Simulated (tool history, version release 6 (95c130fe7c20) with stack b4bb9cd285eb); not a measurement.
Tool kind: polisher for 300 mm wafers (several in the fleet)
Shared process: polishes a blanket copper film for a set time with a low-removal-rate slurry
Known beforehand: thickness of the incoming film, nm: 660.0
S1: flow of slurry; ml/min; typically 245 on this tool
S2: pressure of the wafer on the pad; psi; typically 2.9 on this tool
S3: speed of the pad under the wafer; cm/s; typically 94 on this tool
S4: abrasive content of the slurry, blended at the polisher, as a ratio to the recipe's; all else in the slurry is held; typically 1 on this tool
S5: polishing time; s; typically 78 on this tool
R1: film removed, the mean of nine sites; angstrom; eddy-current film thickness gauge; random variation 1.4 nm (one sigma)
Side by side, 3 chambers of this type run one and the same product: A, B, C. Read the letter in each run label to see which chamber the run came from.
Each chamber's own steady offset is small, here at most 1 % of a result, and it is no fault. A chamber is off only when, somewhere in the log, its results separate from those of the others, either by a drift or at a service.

run,hour,S1,S2,S3,S4,S5,R1
# hour 2.4: chamber B: worn pad replaced by a new one
1C,8.3,245,2.9,94,1,78,2021.2
2A,22.6,245,2.9,94,1,78,1994.6
# hour 35.4: chamber A: worn pad replaced by a new one
3B,36.2,245,2.9,94,1,78,2021
4C,44.4,245,2.9,94,1,78,2035.1
5B,56.1,245,2.9,94,1,78,2014.2
# hour 58.3: chamber C: worn pad replaced by a new one
6A,66.2,245,2.9,94,1,78,2029.9
7B,75.1,245,2.9,94,1,78,2013.7
8C,83.9,245,2.9,94,1,78,2034.2
9A,97.8,245,2.9,94,1,78,2021.6
# hour 107.9: chamber B: worn pad replaced by a new one
# hour 108.7: chamber B: slurry blender recalibrated
10C,110,245,2.9,94,1,78,2027.8
# hour 121: chamber C: head pressure recalibrated
11B,123.3,245,2.9,94,1,78,2014.3
# hour 130.5: chamber C: slurry nozzle cleaned
12A,130.7,245,2.9,94,1,78,2034
# hour 131.4: chamber A: worn pad replaced by a new one
# hour 133.7: chamber A: head pressure recalibrated
13B,144.8,245,2.9,94,1,78,2012.1
# hour 151.6: chamber C: worn pad replaced by a new one
14C,155.6,295,2.9,94,1,88,2331.1
15A,162.8,295,2.9,94,1,88,2468.5
16C,174.4,295,2.9,94,1,88,2310.9
17B,185.1,245,2.9,94,1,78,2029.9
18A,191.5,245,3.7,94,1,62,2174.6
# hour 195: chamber A: slurry blender recalibrated
# hour 200: chamber B: worn pad replaced by a new one
19B,205.3,245,3.7,94,1,62,2045.6
20C,211.9,245,3.7,94,1,62,2033.6
21A,225.7,245,2.9,94,1,78,2138.1
# hour 231: chamber A: worn pad replaced by a new one
22C,232.7,245,2.9,94,1,78,2006.5
23A,244.7,245,2.9,94,1,78,2152.7
# hour 248.4: chamber C: worn pad replaced by a new one
24B,256.4,245,2.9,94,1,78,1996
# hour 257.6: chamber B: slurry blender recalibrated
25A,264.2,245,2.9,94,1,78,2148.4
26C,273.8,245,2.9,94,1,78,2014
27B,280.4,245,2.9,94,1,78,2031.2
28B,287.6,245,2.9,94,1,78,2021.3
29A,299.4,245,2.9,94,1,78,2128.3
# hour 302.8: chamber B: worn pad replaced by a new one
# hour 307.4: chamber C: slurry blender recalibrated
30C,312.9,245,2.9,94,1,78,2033.4
31B,321.7,245,2.9,94,1,78,2028.1
# hour 328.4: chamber A: worn pad replaced by a new one
32A,330.1,245,2.9,94,1,78,2110.4
33C,340.8,285,2.9,94,1,78,2060.5
# hour 342.7: chamber C: worn pad replaced by a new one
34C,350,285,2.9,94,1,78,2076.6
# hour 350.7: chamber B: head pressure recalibrated
35B,357.7,285,2.9,94,1,78,2021.1
36A,372.2,245,2.9,94,1,78,2141.9
37C,384.7,245,3.5,94,1,78,2444.5
# hour 386.1: chamber A: slurry blender recalibrated
38A,398.8,245,3.5,94,1,78,2573.6
# hour 409: chamber B: worn pad replaced by a new one
39B,410.8,245,3.5,94,1,78,2428
# hour 412.4: chamber B: slurry blender recalibrated
40C,419.4,245,2.9,94,1,78,2021.2
# hour 419.8: chamber A: worn pad replaced by a new one
41B,428.4,245,2.9,94,1,78,2023
42A,436.1,245,2.9,94,1,78,2123.2
43C,443.3,245,2.9,94,1,78,2042.8

Predict what each chamber gives when all 3 of them run the settings below next.
44A,453.8,245,2.9,94,1,78,?
44B,453.8,245,2.9,94,1,78,?
44C,453.8,245,2.9,94,1,78,?

run,R1
44A,2128.6
44B,2026.3
44C,2046.4
